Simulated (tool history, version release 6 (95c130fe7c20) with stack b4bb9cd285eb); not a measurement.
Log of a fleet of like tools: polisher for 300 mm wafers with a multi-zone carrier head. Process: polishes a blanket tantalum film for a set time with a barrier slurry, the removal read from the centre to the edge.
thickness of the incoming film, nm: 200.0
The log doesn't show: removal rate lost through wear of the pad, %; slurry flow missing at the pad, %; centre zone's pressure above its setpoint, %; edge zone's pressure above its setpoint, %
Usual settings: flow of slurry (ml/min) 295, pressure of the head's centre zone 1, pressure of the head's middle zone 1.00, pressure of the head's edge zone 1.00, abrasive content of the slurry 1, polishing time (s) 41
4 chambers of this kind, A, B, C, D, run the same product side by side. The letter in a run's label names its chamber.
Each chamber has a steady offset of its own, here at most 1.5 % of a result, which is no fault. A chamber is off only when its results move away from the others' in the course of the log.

run    day  flow of slurry (ml/min)  pressure of the head's centre zone  pressure of the head's middle zone  pressure of the head's edge zone  abrasive content of the slurry  polishing time (s)  wafers polished on this pad  hours since the slurry nozzle was cleaned  hours since the centre zone pressure was calibrated  hours since the edge zone pressure was calibrated  film removed at the wafer's centre (nm)  film removed at mid-radius (nm)  film removed at the wafer's edge (nm)
     0.117  -- chamber A: centre zone pressure recalibrated
 1C  0.254                      295                                   1                                1.00                              1.00                               1                  41                          292                                        9.7                                                452.2                                              867.5                                   52.232                           51.610                                 51.581
 2B  0.458                      295                                   1                                1.00                              1.00                               1                  41                          417                                      206.7                                                952.8                                              918.6                                   51.339                           51.968                                 51.903
 3A  0.629                      295                                   1                                1.00                              1.00                               1                  41                         1147                                      383.0                                                 12.4                                              620.7                                   51.263                           51.261                                 52.039
 4D  0.838                      295                                   1                                1.00                              1.00                               1                  41                          896                                      354.6                                                838.5                                              118.6                                   52.551                           52.286                                 50.959
 5B  0.983                      295                                   1                                1.00                              1.00                               1                  41                          562                                      219.3                                                965.4                                              931.2                                   51.734                           51.454                                 51.938
 6A  1.133                      295                                   1                                1.00                              1.00                               1                  41                         1287                                      395.1                                                 24.5                                              632.8                                   50.905                           51.792                                 51.811
     1.200  -- chamber A: worn pad replaced by a new one
 7C  1.304                      295                                   1                                1.00                              1.00                               1                  41                          583                                       34.9                                                477.4                                              892.7                                   51.721                           51.366                                 51.523
 8D  1.446                      295                                   1                                1.00                              1.00                               1                  41                         1064                                      369.2                                                853.1                                              133.2                                   53.292                           52.433                                 51.009
 9D  1.608                      295                                   1                                1.00                              1.00                               1                  41                         1109                                      373.1                                                857.0                                              137.1                                   51.973                           53.163                                 51.538
10A  1.817                      295                                   1                                0.94                              1.00                               1                  32                          170                                      411.5                                                 40.9                                              649.2                                   41.400                           37.887                                 40.065
     1.825  -- chamber D: slurry nozzle cleaned
     1.975  -- chamber C: worn pad replaced by a new one
11B  2.017                      295                                   1                                0.94                              1.00                               1                  32                          848                                      244.1                                                990.2                                              956.0                                   40.700                           38.273                                 39.614
12C  2.162                      295                                   1                                0.94                              1.00                               1                  32                           52                                       55.5                                                498.0                                              913.3                                   40.575                           37.884                                 39.927
13A  2.321                      295                                   1                                0.94                              1.00                               1                  32                          310                                      423.6                                                 53.0                                              661.3                                   40.697                           37.879                                 40.144
     2.450  -- chamber D: worn pad replaced by a new one
14D  2.558                      295                                   1                                1.00                              0.92                               1                  41                           30                                       17.7                                                879.8                                              159.9                                   51.818                           52.580                                 49.456
15B  2.796                      295                                   1                                1.00                              0.92                               1                  41                         1064                                      262.8                                               1008.9                                              974.7                                   52.391                           52.012                                 49.863
     2.896  -- chamber A: edge zone pressure recalibrated
16C  3.008                      295                                   1                                1.00                              0.92                               1                  41                          286                                       75.8                                                518.3                                              933.6                                   51.490                           51.589                                 50.457
17C  3.175                      295                                   1                                1.00                              0.92                               1                  41                          332                                       79.8                                                522.3                                              937.6                                   51.820                           51.372                                 48.871
     3.279  -- chamber B: worn pad replaced by a new one
18B  3.308                      295                                   1                                1.00                              1.00                               1                  41                            9                                      275.1                                               1021.2                                              987.0                                   51.993                           52.069                                 51.581
19D  3.458                      295                                   1                                1.00                              1.00                               1                  41                          279                                       39.3                                                901.4                                              181.5                                   51.741                           52.714                                 51.182
     3.612  -- chamber B: slurry nozzle cleaned
20A  3.621                      295                                   1                                1.00                              1.00                               1                  41                          670                                      454.8                                                 84.2                                               17.5                                   51.550                           51.138                                 51.955
21C  3.800                      260                                   1                                1.00                              0.92                               1                  41                          505                                       94.8                                                537.3                                              952.6                                   50.760                           50.574                                 49.444
22A  3.992                      260                                   1                                1.00                              0.92                               1                  41                          772                                      463.7                                                 93.1                                               26.4                                   51.133                           50.764                                 48.826
23D  4.221                      260                                   1                                1.00                              0.92                               1                  41                          490                                       57.6                                                919.7                                              199.8                                   51.342                           51.265                                 49.127
24B  4.371                      260                                   1                                1.00                              0.92                               1                  41                          303                                       18.3                                               1046.7                                             1012.5                                   50.177                           51.245                                 49.412
25D  4.529                      295                                   1                                1.00                              1.00                               1                  41                          575                                       65.0                                                927.1                                              207.2                                   52.312                           51.955                                 51.011
26B  4.654                      295                                   1                                1.00                              1.00                               1                  41                          381                                       25.1                                               1053.5                                             1019.3                                   51.985                           51.321                                 51.807
     4.850  -- chamber C: worn pad replaced by a new one
27C  4.850                      295                                   1                                1.00                              1.00                               1                  41                            0                                      120.0                                                562.5                                              977.8                                   50.733                           51.304                                 51.598
28A  5.017                      295                                   1                                1.00                              1.00                               1                  41                         1056                                      488.3                                                117.7                                               51.0                                   51.942                           51.751                                 51.423
29A  5.275                      295                                   1                                1.00                              1.00                               1                  41                         1127                                      494.5                                                123.9                                               57.2                                   51.708                           51.349                                 51.354
30B  5.483                      295                                   1                                1.00                              1.00                               1                  41                          610                                       45.0                                               1073.4                                             1039.2                                   52.505                           51.404                                 51.936
31C  5.604                      295                                   1                                1.00                              1.00                               1                  41                          209                                      138.1                                                580.6                                              995.9                                   52.645                           51.212                                 51.906
32D  5.829                      295                                   1                                1.00                              1.08                               1                  41                          935                                       96.2                                                958.3                                              238.4                                   52.293                           52.585                                 53.677
33B  6.062                      295                                   1                                1.00                              1.08                               1                  41                          771                                       58.9                                               1087.3                                             1053.1                                   52.581                           51.514                                 53.881

What goes on in this fleet: one chamber off, a drifting gauge, or nothing beyond the chambers' own small offsets? Name the chamber and the cause, if any.

No chamber stands off beyond its own small offset, and the gauge holds steady.
